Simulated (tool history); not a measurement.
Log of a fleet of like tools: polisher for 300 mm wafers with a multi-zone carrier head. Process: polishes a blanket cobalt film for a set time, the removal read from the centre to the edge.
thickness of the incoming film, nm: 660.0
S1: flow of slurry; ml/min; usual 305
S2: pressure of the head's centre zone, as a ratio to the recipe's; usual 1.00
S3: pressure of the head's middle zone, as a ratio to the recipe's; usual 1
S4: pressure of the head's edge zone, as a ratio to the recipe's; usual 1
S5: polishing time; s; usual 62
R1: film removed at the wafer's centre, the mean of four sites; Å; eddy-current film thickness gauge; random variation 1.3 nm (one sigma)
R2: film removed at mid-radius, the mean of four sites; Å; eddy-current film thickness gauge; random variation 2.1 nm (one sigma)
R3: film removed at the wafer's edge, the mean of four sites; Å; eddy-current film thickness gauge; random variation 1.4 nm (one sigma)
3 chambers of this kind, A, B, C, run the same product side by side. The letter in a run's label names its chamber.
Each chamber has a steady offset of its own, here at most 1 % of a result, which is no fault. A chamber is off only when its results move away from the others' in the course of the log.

run 1C hour=11.3 | S1=305 S2=1.00 S3=1 S4=1 S5=62 | R1=1652.2 R2=1661.0 R3=1645.9
-- hour=20.4 chamber A: worn pad replaced by a new one
run 2B hour=25.2 | S1=305 S2=1.00 S3=1 S4=1 S5=62 | R1=1639.7 R2=1607.0 R3=1639.0
run 3A hour=34.0 | S1=305 S2=1.00 S3=1 S4=1 S5=62 | R1=1636.4 R2=1650.5 R3=1643.0
-- hour=38.3 chamber B: worn pad replaced by a new one
run 4B hour=41.9 | S1=305 S2=1.00 S3=1 S4=1 S5=62 | R1=1670.1 R2=1599.6 R3=1611.5
run 5C hour=48.8 | S1=305 S2=1.00 S3=1 S4=1 S5=62 | R1=1628.1 R2=1598.0 R3=1621.7
run 6A hour=57.5 | S1=305 S2=1.11 S3=1 S4=1 S5=62 | R1=1833.6 R2=1650.4 R3=1672.7
run 7C hour=69.9 | S1=305 S2=1.11 S3=1 S4=1 S5=62 | R1=1815.4 R2=1649.1 R3=1638.9
-- hour=73.7 chamber C: worn pad replaced by a new one
run 8A hour=81.6 | S1=305 S2=1.11 S3=1 S4=1 S5=62 | R1=1821.9 R2=1680.0 R3=1645.3
run 9B hour=91.8 | S1=305 S2=1.00 S3=1 S4=1 S5=62 | R1=1648.8 R2=1699.1 R3=1644.3
-- hour=98.0 chamber A: worn pad replaced by a new one
-- hour=104.7 chamber C: slurry nozzle cleaned
run 10C hour=105.1 | S1=305 S2=1.05 S3=1 S4=1 S5=49 | R1=1361.4 R2=1269.2 R3=1293.0
run 11A hour=117.3 | S1=305 S2=1.05 S3=1 S4=1 S5=49 | R1=1357.5 R2=1300.9 R3=1290.8
run 12B hour=130.4 | S1=305 S2=1.05 S3=1 S4=1 S5=49 | R1=1384.7 R2=1328.8 R3=1309.0
-- hour=144.7 chamber C: worn pad replaced by a new one
run 13A hour=145.2 | S1=305 S2=1.00 S3=1 S4=1 S5=62 | R1=1628.7 R2=1688.2 R3=1638.5
run 14C hour=158.4 | S1=305 S2=1.00 S3=1 S4=1 S5=62 | R1=1649.6 R2=1584.0 R3=1630.2
run 15B hour=169.0 | S1=305 S2=1.00 S3=1 S4=1 S5=62 | R1=1647.4 R2=1645.4 R3=1633.9
-- hour=172.1 chamber A: worn pad replaced by a new one
run 16C hour=181.0 | S1=305 S2=1.00 S3=1 S4=1 S5=62 | R1=1663.7 R2=1645.2 R3=1645.1
-- hour=184.5 chamber A: centre zone pressure recalibrated
run 17A hour=188.2 | S1=305 S2=1.00 S3=1 S4=1 S5=62 | R1=1626.2 R2=1640.5 R3=1604.8
-- hour=193.7 chamber B: worn pad replaced by a new one
run 18B hour=197.7 | S1=335 S2=1.04 S3=1 S4=1 S5=62 | R1=1749.1 R2=1665.3 R3=1667.7
run 19C hour=211.0 | S1=335 S2=1.04 S3=1 S4=1 S5=62 | R1=1700.0 R2=1650.1 R3=1636.3
-- hour=213.6 chamber C: worn pad replaced by a new one
run 20A hour=220.0 | S1=335 S2=1.04 S3=1 S4=1 S5=62 | R1=1682.1 R2=1623.5 R3=1629.8
run 21B hour=229.1 | S1=305 S2=1.00 S3=1 S4=1 S5=62 | R1=1643.2 R2=1643.2 R3=1632.8
run 22C hour=236.0 | S1=305 S2=1.00 S3=1 S4=1 S5=72 | R1=1882.9 R2=1861.4 R3=1897.0
-- hour=246.0 chamber A: worn pad replaced by a new one
run 23A hour=248.1 | S1=305 S2=1.00 S3=1 S4=1 S5=72 | R1=1852.9 R2=1869.3 R3=1859.8
run 24B hour=258.0 | S1=305 S2=1.00 S3=1 S4=1 S5=72 | R1=1935.1 R2=1957.7 R3=1875.9
run 25C hour=268.1 | S1=305 S2=1.00 S3=1 S4=1 S5=62 | R1=1635.0 R2=1617.7 R3=1626.0
run 26B hour=276.1 | S1=305 S2=1.00 S3=1 S4=1 S5=62 | R1=1643.7 R2=1682.6 R3=1631.2
run 27A hour=285.5 | S1=305 S2=1.00 S3=1 S4=1 S5=62 | R1=1534.3 R2=1595.0 R3=1585.5
-- hour=295.8 chamber C: worn pad replaced by a new one
run 28B hour=299.4 | S1=305 S2=1.00 S3=1 S4=1 S5=62 | R1=1636.4 R2=1659.2 R3=1653.2
run 29A hour=308.8 | S1=305 S2=1.00 S3=1 S4=1 S5=62 | R1=1576.7 R2=1604.6 R3=1580.8
run 30C hour=316.3 | S1=305 S2=1.00 S3=1 S4=1 S5=62 | R1=1625.9 R2=1614.1 R3=1616.9
-- hour=323.8 chamber A: worn pad replaced by a new one
run 31C hour=330.1 | S1=305 S2=1.00 S3=1 S4=1 S5=62 | R1=1637.2 R2=1638.0 R3=1667.5
-- hour=334.3 chamber B: worn pad replaced by a new one
run 32A hour=336.5 | S1=305 S2=1.00 S3=1 S4=1 S5=62 | R1=1530.4 R2=1563.4 R3=1565.0
run 33B hour=345.6 | S1=305 S2=1.00 S3=1 S4=1 S5=62 | R1=1639.0 R2=1695.2 R3=1665.9

Is one chamber off against the others, does the gauge drift, or is nothing wrong? If a chamber is off, say which, and what the likeliest cause is.

Chamber A drifts away from the others.
Cause: slurry flow missing at the pad, % = 41.9.

Here are 4 candidates for chamber A's next run, each the usual settings with a change, their results left as question marks. Which one brings its results back in line with what the others give on the usual settings?
In line means no further than this from the other chambers' mean on the usual settings: R1 47.0 Å; R2 75.0 Å; R3 50.0 Å
run 34A-1 hour=356.2 | S1=305 S2=1.01 S3=1.00 S4=1.00 S5=63 | R1=? R2=? R3=?
run 34A-2 hour=356.2 | S1=300 S2=0.98 S3=0.99 S4=1.01 S5=59 | R1=? R2=? R3=?
run 34A-3 hour=356.2 | S1=305 S2=0.99 S3=1.00 S4=1.00 S5=61 | R1=? R2=? R3=?
run 34A-4 hour=356.2 | S1=310 S2=1.02 S3=1.01 S4=0.99 S5=65 | R1=? R2=? R3=?

The other chambers' mean on the usual settings: R1 1643.6 Å; R2 1641.7 Å; R3 1638.5 Å
run=34A-1 R1=1566.9 R2=1572.3 R3=1586.5
run=34A-2 R1=1416.1 R2=1455.3 R3=1490.7
run=34A-3 R1=1484.8 R2=1522.6 R3=1536.2
run=34A-4 R1=1638.9 R2=1641.4 R3=1631.3
34A-4 brings the chamber back in line.
